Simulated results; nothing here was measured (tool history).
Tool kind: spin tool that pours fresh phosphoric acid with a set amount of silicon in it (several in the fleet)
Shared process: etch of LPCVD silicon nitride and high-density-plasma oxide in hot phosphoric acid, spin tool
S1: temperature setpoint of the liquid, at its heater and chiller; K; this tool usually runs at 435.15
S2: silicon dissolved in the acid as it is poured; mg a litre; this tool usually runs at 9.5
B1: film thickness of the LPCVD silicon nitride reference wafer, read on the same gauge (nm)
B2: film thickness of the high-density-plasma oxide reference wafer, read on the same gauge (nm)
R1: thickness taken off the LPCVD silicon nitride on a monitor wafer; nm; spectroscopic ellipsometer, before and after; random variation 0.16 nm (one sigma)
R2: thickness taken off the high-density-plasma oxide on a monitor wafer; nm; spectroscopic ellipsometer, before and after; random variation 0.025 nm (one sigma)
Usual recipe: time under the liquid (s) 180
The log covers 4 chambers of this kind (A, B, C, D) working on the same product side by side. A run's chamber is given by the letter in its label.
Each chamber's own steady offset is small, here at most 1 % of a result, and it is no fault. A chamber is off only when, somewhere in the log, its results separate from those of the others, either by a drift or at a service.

{"run": "1B", "day": 0.35, "S1": 435.15, "S2": 9.5, "time under the liquid (s)": 180, "B1": 80.025, "B2": 90.027, "R1": 17.109, "R2": 0.58229}
{"run": "2C", "day": 0.667, "S1": 435.15, "S2": 9.5, "time under the liquid (s)": 180, "B1": 80.008, "B2": 90.009, "R1": 17.091, "R2": 0.64835}
{"run": "3A", "day": 0.988, "S1": 435.15, "S2": 9.5, "time under the liquid (s)": 180, "B1": 80.037, "B2": 89.997, "R1": 17.37, "R2": 0.60155}
{"day": 1.233, "done": "chamber C: dissolved silicon flow meter replaced"}
{"run": "4D", "day": 1.254, "S1": 435.15, "S2": 9.5, "time under the liquid (s)": 180, "B1": 80.036, "B2": 89.997, "R1": 16.616, "R2": 0.57941}
{"run": "5D", "day": 1.525, "S1": 435.15, "S2": 9.5, "time under the liquid (s)": 180, "B1": 79.982, "B2": 90.002, "R1": 16.934, "R2": 0.56711}
{"run": "6B", "day": 1.925, "S1": 435.15, "S2": 9.5, "time under the liquid (s)": 180, "B1": 80.065, "B2": 90.006, "R1": 16.98, "R2": 0.61009}
{"run": "7A", "day": 2.342, "S1": 435.15, "S2": 9.5, "time under the liquid (s)": 180, "B1": 79.99, "B2": 90.02, "R1": 17.096, "R2": 0.6039}
{"run": "8C", "day": 2.538, "S1": 435.15, "S2": 9.5, "time under the liquid (s)": 180, "B1": 79.972, "B2": 89.996, "R1": 17.161, "R2": 0.61392}
{"run": "9D", "day": 2.742, "S1": 435.15, "S2": 9.5, "time under the liquid (s)": 180, "B1": 79.978, "B2": 89.993, "R1": 17.072, "R2": 0.64684}
{"run": "10B", "day": 3.075, "S1": 435.15, "S2": 9.5, "time under the liquid (s)": 180, "B1": 80.006, "B2": 89.977, "R1": 16.882, "R2": 0.58016}
{"run": "11A", "day": 3.317, "S1": 435.15, "S2": 9.5, "time under the liquid (s)": 180, "B1": 79.986, "B2": 90.007, "R1": 17.228, "R2": 0.57483}
{"run": "12C", "day": 3.721, "S1": 435.15, "S2": 9.5, "time under the liquid (s)": 180, "B1": 80.03, "B2": 90.026, "R1": 17.161, "R2": 0.64348}
{"run": "13A", "day": 3.954, "S1": 436.15, "S2": 9.5, "time under the liquid (s)": 180, "B1": 80.01, "B2": 90.016, "R1": 17.689, "R2": 0.60451}
{"run": "14D", "day": 4.342, "S1": 436.15, "S2": 9.5, "time under the liquid (s)": 180, "B1": 80.005, "B2": 90.01, "R1": 17.239, "R2": 0.57443}
{"day": 4.75, "done": "chamber C: thermometer replaced"}
{"run": "15B", "day": 4.75, "S1": 436.15, "S2": 9.5, "time under the liquid (s)": 180, "B1": 79.982, "B2": 90.004, "R1": 17.81, "R2": 0.62999}
{"run": "16C", "day": 5.021, "S1": 436.15, "S2": 9.5, "time under the liquid (s)": 180, "B1": 80.044, "B2": 89.999, "R1": 17.344, "R2": 0.64192}
{"run": "17D", "day": 5.404, "S1": 437.15, "S2": 9.5, "time under the liquid (s)": 180, "B1": 79.975, "B2": 90.006, "R1": 18.103, "R2": 0.64894}
{"run": "18B", "day": 5.625, "S1": 437.15, "S2": 9.5, "time under the liquid (s)": 180, "B1": 80.042, "B2": 89.982, "R1": 18.299, "R2": 0.61526}
{"run": "19C", "day": 5.912, "S1": 437.15, "S2": 9.5, "time under the liquid (s)": 180, "B1": 80.005, "B2": 90.015, "R1": 17.976, "R2": 0.70606}
{"run": "20A", "day": 6.121, "S1": 437.15, "S2": 9.5, "time under the liquid (s)": 180, "B1": 79.929, "B2": 90.021, "R1": 18.083, "R2": 0.66388}
{"run": "21C", "day": 6.333, "S1": 435.15, "S2": 9.5, "time under the liquid (s)": 180, "B1": 79.979, "B2": 90.016, "R1": 17.332, "R2": 0.57251}
{"run": "22D", "day": 6.65, "S1": 435.15, "S2": 9.5, "time under the liquid (s)": 180, "B1": 79.993, "B2": 90.0, "R1": 16.889, "R2": 0.58}
{"run": "23A", "day": 7.054, "S1": 435.15, "S2": 9.5, "time under the liquid (s)": 180, "B1": 79.989, "B2": 89.991, "R1": 16.338, "R2": 0.51876}
{"run": "24B", "day": 7.442, "S1": 437.15, "S2": 9.5, "time under the liquid (s)": 100, "B1": 80.004, "B2": 90.009, "R1": 10.044, "R2": 0.3505}
{"run": "25D", "day": 7.833, "S1": 437.15, "S2": 9.5, "time under the liquid (s)": 100, "B1": 80.022, "B2": 90.009, "R1": 10.052, "R2": 0.37506}
{"run": "26A", "day": 8.162, "S1": 437.15, "S2": 9.5, "time under the liquid (s)": 100, "B1": 80.0, "B2": 89.987, "R1": 9.4491, "R2": 0.31709}
{"run": "27C", "day": 8.467, "S1": 437.15, "S2": 9.5, "time under the liquid (s)": 100, "B1": 79.982, "B2": 89.993, "R1": 10.042, "R2": 0.38496}
{"run": "28B", "day": 8.792, "S1": 435.15, "S2": 9.5, "time under the liquid (s)": 180, "B1": 80.063, "B2": 90.013, "R1": 16.952, "R2": 0.55366}
{"run": "29D", "day": 9.171, "S1": 435.15, "S2": 9.5, "time under the liquid (s)": 180, "B1": 80.001, "B2": 89.99, "R1": 16.809, "R2": 0.60045}
{"run": "30C", "day": 9.508, "S1": 435.15, "S2": 9.5, "time under the liquid (s)": 180, "B1": 80.027, "B2": 90.01, "R1": 17.056, "R2": 0.55283}
{"run": "31B", "day": 9.758, "S1": 435.15, "S2": 13.0, "time under the liquid (s)": 120, "B1": 79.97, "B2": 90.001, "R1": 11.327, "R2": 0.35255}
{"day": 9.762, "done": "chamber D: dissolved silicon flow meter replaced"}
{"run": "32A", "day": 10.025, "S1": 435.15, "S2": 13.0, "time under the liquid (s)": 120, "B1": 79.989, "B2": 89.997, "R1": 10.464, "R2": 0.2763}
{"run": "33B", "day": 10.271, "S1": 435.15, "S2": 13.0, "time under the liquid (s)": 120, "B1": 80.035, "B2": 90.008, "R1": 11.163, "R2": 0.37144}
{"run": "34C", "day": 10.475, "S1": 435.15, "S2": 13.0, "time under the liquid (s)": 120, "B1": 80.019, "B2": 89.97, "R1": 11.295, "R2": 0.35836}
{"run": "35D", "day": 10.804, "S1": 435.15, "S2": 9.5, "time under the liquid (s)": 180, "B1": 79.999, "B2": 90.003, "R1": 16.987, "R2": 0.62901}
{"run": "36A", "day": 11.129, "S1": 435.15, "S2": 9.5, "time under the liquid (s)": 180, "B1": 80.05, "B2": 90.001, "R1": 15.412, "R2": 0.4454}
{"run": "37A", "day": 11.396, "S1": 432.65, "S2": 9.5, "time under the liquid (s)": 230, "B1": 80.055, "B2": 89.987, "R1": 17.909, "R2": 0.4556}

What goes on in this fleet: one chamber off, a drifting gauge, or nothing beyond the chambers' own small offsets? Name the chamber and the cause, if any.

One chamber, A, drifts off from the rest bit by bit.
What lies behind it: temperature lost on the way to the wafer (K) = 3.71.

Which of the 4 candidates below, each the usual settings with something changed and its results left as question marks, puts chamber A back in line with what the other chambers give on the usual settings?
A result is in line if it is within this distance of the other chambers' mean on the usual settings: R1 0.5400 nm; R2 0.08500 nm
{"run": "38A-1", "day": 11.7, "S1": 435.65, "S2": 8.0, "time under the liquid (s)": 185, "R1": "?", "R2": "?"}
{"run": "38A-2", "day": 11.7, "S1": 433.65, "S2": 14.0, "time under the liquid (s)": 170, "R1": "?", "R2": "?"}
{"run": "38A-3", "day": 11.7, "S1": 436.65, "S2": 5.0, "time under the liquid (s)": 190, "R1": "?", "R2": "?"}
{"run": "38A-4", "day": 11.7, "S1": 434.65, "S2": 11.0, "time under the liquid (s)": 175, "R1": "?", "R2": "?"}

The other chambers' mean on the usual settings: R1 16.9570 nm; R2 0.58536 nm
run=38A-1 R1=15.8420 R2=0.49246
run=38A-2 R1=13.5970 R2=0.34044
run=38A-3 R1=16.8330 R2=0.57885
run=38A-4 R1=14.4860 R2=0.40472
The answer is 38A-3, which returns the chamber to within the allowed miss of the others.

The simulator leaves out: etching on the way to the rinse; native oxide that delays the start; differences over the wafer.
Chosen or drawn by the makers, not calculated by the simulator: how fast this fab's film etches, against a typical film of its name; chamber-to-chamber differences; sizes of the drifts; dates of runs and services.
